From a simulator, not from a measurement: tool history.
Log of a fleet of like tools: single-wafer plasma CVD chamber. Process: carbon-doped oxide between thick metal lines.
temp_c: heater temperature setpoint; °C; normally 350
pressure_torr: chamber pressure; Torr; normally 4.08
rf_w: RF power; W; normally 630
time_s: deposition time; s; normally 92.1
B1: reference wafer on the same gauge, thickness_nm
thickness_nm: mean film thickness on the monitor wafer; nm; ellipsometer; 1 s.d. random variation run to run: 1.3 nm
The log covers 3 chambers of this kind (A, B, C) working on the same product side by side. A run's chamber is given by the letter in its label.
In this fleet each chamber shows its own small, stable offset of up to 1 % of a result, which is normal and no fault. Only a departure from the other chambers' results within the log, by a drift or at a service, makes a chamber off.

{"run": "1C", "hour": 3.7, "temp_c": 350, "pressure_torr": 4.08, "rf_w": 630, "time_s": 92.1, "B1": 596.84, "thickness_nm": 524.79}
{"run": "2B", "hour": 8.2, "temp_c": 350, "pressure_torr": 4.08, "rf_w": 630, "time_s": 92.1, "B1": 597.07, "thickness_nm": 519.31}
{"run": "3A", "hour": 12.3, "temp_c": 350, "pressure_torr": 4.08, "rf_w": 630, "time_s": 92.1, "B1": 597, "thickness_nm": 516.98}
{"run": "4B", "hour": 17.5, "temp_c": 350, "pressure_torr": 4.08, "rf_w": 630, "time_s": 92.1, "B1": 597.18, "thickness_nm": 518.08}
{"run": "5A", "hour": 22.0, "temp_c": 350, "pressure_torr": 4.08, "rf_w": 630, "time_s": 92.1, "B1": 597.11, "thickness_nm": 514.7}
{"run": "6C", "hour": 26.2, "temp_c": 350, "pressure_torr": 4.08, "rf_w": 630, "time_s": 92.1, "B1": 597.11, "thickness_nm": 522.03}
{"run": "7A", "hour": 30.0, "temp_c": 350, "pressure_torr": 4.08, "rf_w": 630, "time_s": 92.1, "B1": 596.97, "thickness_nm": 515.77}
{"run": "8B", "hour": 33.8, "temp_c": 350, "pressure_torr": 4.08, "rf_w": 630, "time_s": 92.1, "B1": 597.09, "thickness_nm": 515.45}
{"run": "9C", "hour": 39.4, "temp_c": 350, "pressure_torr": 4.08, "rf_w": 630, "time_s": 92.1, "B1": 597.11, "thickness_nm": 523.32}
{"run": "10C", "hour": 43.8, "temp_c": 350, "pressure_torr": 4.08, "rf_w": 630, "time_s": 92.1, "B1": 596.7, "thickness_nm": 519.69}
{"run": "11B", "hour": 47.6, "temp_c": 350, "pressure_torr": 4.87, "rf_w": 690, "time_s": 92.1, "B1": 596.73, "thickness_nm": 557.1}
{"run": "12A", "hour": 52.3, "temp_c": 350, "pressure_torr": 4.87, "rf_w": 690, "time_s": 92.1, "B1": 596.68, "thickness_nm": 555.99}
{"run": "13B", "hour": 55.1, "temp_c": 350, "pressure_torr": 4.87, "rf_w": 690, "time_s": 92.1, "B1": 596.87, "thickness_nm": 556.47}
{"run": "14A", "hour": 59.9, "temp_c": 350, "pressure_torr": 4.08, "rf_w": 630, "time_s": 92.1, "B1": 597.39, "thickness_nm": 517.28}
{"run": "15C", "hour": 64.5, "temp_c": 350, "pressure_torr": 4.08, "rf_w": 630, "time_s": 92.1, "B1": 597.04, "thickness_nm": 524.75}
{"run": "16C", "hour": 69.2, "temp_c": 350, "pressure_torr": 4.08, "rf_w": 630, "time_s": 92.1, "B1": 596.93, "thickness_nm": 523.16}
{"run": "17B", "hour": 74.6, "temp_c": 350, "pressure_torr": 4.08, "rf_w": 630, "time_s": 92.1, "B1": 597.04, "thickness_nm": 509.99}
{"run": "18A", "hour": 78.5, "temp_c": 350, "pressure_torr": 4.08, "rf_w": 630, "time_s": 92.1, "B1": 596.78, "thickness_nm": 515.68}
{"run": "19B", "hour": 81.8, "temp_c": 350, "pressure_torr": 4.08, "rf_w": 630, "time_s": 108.6, "B1": 597.13, "thickness_nm": 602.77}
{"run": "20A", "hour": 87.5, "temp_c": 350, "pressure_torr": 4.08, "rf_w": 630, "time_s": 108.6, "B1": 597.09, "thickness_nm": 606.13}
{"run": "21C", "hour": 92.5, "temp_c": 350, "pressure_torr": 4.08, "rf_w": 630, "time_s": 108.6, "B1": 596.69, "thickness_nm": 618.27}
{"run": "22B", "hour": 96.7, "temp_c": 362, "pressure_torr": 4.08, "rf_w": 630, "time_s": 92.1, "B1": 596.9, "thickness_nm": 492.96}
{"run": "23C", "hour": 102.8, "temp_c": 362, "pressure_torr": 4.08, "rf_w": 630, "time_s": 92.1, "B1": 596.98, "thickness_nm": 508.89}
{"run": "24A", "hour": 107.6, "temp_c": 362, "pressure_torr": 4.08, "rf_w": 630, "time_s": 92.1, "B1": 596.65, "thickness_nm": 500.46}
{"run": "25C", "hour": 112.3, "temp_c": 350, "pressure_torr": 4.08, "rf_w": 630, "time_s": 92.1, "B1": 596.95, "thickness_nm": 523.6}
{"run": "26A", "hour": 116.7, "temp_c": 350, "pressure_torr": 4.08, "rf_w": 630, "time_s": 92.1, "B1": 596.62, "thickness_nm": 513.47}
{"run": "27B", "hour": 121.4, "temp_c": 350, "pressure_torr": 4.08, "rf_w": 630, "time_s": 92.1, "B1": 597.23, "thickness_nm": 506.13}
{"run": "28C", "hour": 126.7, "temp_c": 350, "pressure_torr": 4.43, "rf_w": 630, "time_s": 92.1, "B1": 596.61, "thickness_nm": 529.69}
{"run": "29A", "hour": 131.6, "temp_c": 350, "pressure_torr": 4.43, "rf_w": 630, "time_s": 92.1, "B1": 597.29, "thickness_nm": 520.72}
{"run": "30B", "hour": 135.6, "temp_c": 350, "pressure_torr": 4.43, "rf_w": 630, "time_s": 92.1, "B1": 596.99, "thickness_nm": 509.23}
{"run": "31B", "hour": 141.0, "temp_c": 350, "pressure_torr": 4.08, "rf_w": 630, "time_s": 92.1, "B1": 597.01, "thickness_nm": 503.36}
{"run": "32A", "hour": 145.3, "temp_c": 350, "pressure_torr": 4.08, "rf_w": 630, "time_s": 83.3, "B1": 597.3, "thickness_nm": 465.34}
{"run": "33C", "hour": 151.1, "temp_c": 350, "pressure_torr": 4.08, "rf_w": 630, "time_s": 83.3, "B1": 596.74, "thickness_nm": 472.23}

Which is it: a chamber that has drifted or been left off by a service, a gauge drift common to all chambers, or only each chamber's usual small offset? If a chamber is off, name it and its likeliest cause.

Chamber B drifts away from the others.
Cause: delivered RF power below the setpoint (%) = 5.49.

Here are 4 candidates for chamber B's next run, each the usual settings with a change, their results left as question marks. Which one brings its results back in line with what the others give on the usual settings?
In-line tolerance around the mean of the other chambers on the usual settings: thickness_nm 4.4 nm
{"run": "34B-1", "hour": 155.4, "temp_c": 349, "pressure_torr": 4.12, "rf_w": 645, "time_s": 96, "thickness_nm": "?"}
{"run": "34B-2", "hour": 155.4, "temp_c": 349, "pressure_torr": 4.08, "rf_w": 630, "time_s": 95.2, "thickness_nm": "?"}
{"run": "34B-3", "hour": 155.4, "temp_c": 350, "pressure_torr": 4.06, "rf_w": 620, "time_s": 89.8, "thickness_nm": "?"}
{"run": "34B-4", "hour": 155.4, "temp_c": 350, "pressure_torr": 4.04, "rf_w": 615, "time_s": 88.1, "thickness_nm": "?"}

The other chambers' mean on the usual settings: thickness_nm 518.61 nm
run=34B-1 thickness_nm=531.51
run=34B-2 thickness_nm=518.98
run=34B-3 thickness_nm=483.37
run=34B-4 thickness_nm=471.64
34B-2 is the one that brings the chamber's results back in line with the other chambers.

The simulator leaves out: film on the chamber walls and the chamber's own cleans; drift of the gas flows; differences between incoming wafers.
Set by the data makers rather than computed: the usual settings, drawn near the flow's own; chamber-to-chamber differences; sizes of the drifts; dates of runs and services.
